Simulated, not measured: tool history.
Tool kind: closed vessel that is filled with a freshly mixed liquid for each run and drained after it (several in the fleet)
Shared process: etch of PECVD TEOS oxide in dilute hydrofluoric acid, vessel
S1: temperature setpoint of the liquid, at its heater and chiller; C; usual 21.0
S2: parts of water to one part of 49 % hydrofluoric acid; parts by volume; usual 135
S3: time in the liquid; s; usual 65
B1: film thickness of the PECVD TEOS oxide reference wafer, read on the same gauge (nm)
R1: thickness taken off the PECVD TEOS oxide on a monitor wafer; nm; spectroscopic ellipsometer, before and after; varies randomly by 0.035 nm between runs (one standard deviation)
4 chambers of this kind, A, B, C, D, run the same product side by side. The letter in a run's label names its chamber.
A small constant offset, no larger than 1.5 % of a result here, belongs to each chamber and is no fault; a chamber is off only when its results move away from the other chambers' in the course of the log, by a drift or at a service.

run,day,S1,S2,S3,B1,R1
1C,0.112,21.0,135,65,150.02,8.3780
2B,0.279,21.0,135,65,149.97,8.3955
3D,0.404,21.0,135,65,149.99,8.4279
4A,0.538,21.0,135,65,150.01,8.3990
5D,0.688,21.0,135,65,149.99,8.3972
6B,0.825,21.0,135,65,149.96,8.3978
7A,0.933,21.0,135,65,150.01,8.3101
8C,1.083,21.0,70,90,150.07,24.5490
9C,1.238,21.0,70,90,149.96,24.3760
10B,1.396,21.0,70,90,150.01,23.9470
11D,1.571,21.0,70,90,149.95,23.7630
12A,1.650,21.0,135,65,150.01,8.3773
13A,1.833,21.0,135,95,150.00,12.2370
14B,1.958,21.0,135,95,149.98,12.2810
15C,2.112,21.0,135,95,150.03,12.0390
16D,2.271,21.0,135,95,150.01,12.2950
17C,2.367,21.0,135,65,150.00,8.2872
18B,2.533,21.0,135,65,150.00,8.3234
19D,2.642,21.0,135,65,149.99,8.4189
20A,2.788,21.0,135,65,150.04,8.3822
21D,2.946,21.0,135,65,150.00,8.4432
22C,3.046,18.5,135,65,150.01,7.4418
23A,3.146,18.5,135,65,149.99,7.5904
24B,3.300,18.5,135,65,149.98,7.6186
25B,3.433,18.5,135,65,150.01,7.5759
26C,3.533,21.0,135,65,149.97,8.1943
27A,3.692,19.0,165,65,150.01,6.1450
28D,3.825,19.0,165,65,149.98,6.1920
29D,3.938,19.0,165,65,149.99,6.1625
30C,4.067,19.0,165,65,150.01,5.9548
31B,4.212,21.0,80,65,150.01,15.1900
32A,4.329,21.0,80,65,150.04,14.9020
33D,4.462,21.0,80,65,149.93,14.8570
34C,4.562,21.0,80,65,149.96,14.6640
35A,4.721,21.0,95,65,150.00,12.3280
36B,4.850,21.0,95,65,150.02,12.4940
37A,4.946,21.0,95,65,150.02,12.2700
38C,5.071,21.0,95,65,149.96,11.9150
39D,5.162,21.0,135,65,149.99,8.4053
40B,5.242,21.0,135,65,149.98,8.3454
41B,5.379,21.0,135,65,149.97,8.4393

Predict what each chamber gives when all 4 of them run the settings below next.
42A,5.508,19.5,135,65,,?
42B,5.508,19.5,135,65,,?
42C,5.508,19.5,135,65,,?
42D,5.508,19.5,135,65,,?

run,R1
42A,7.8662
42B,7.9160
42C,7.4692
42D,7.8609
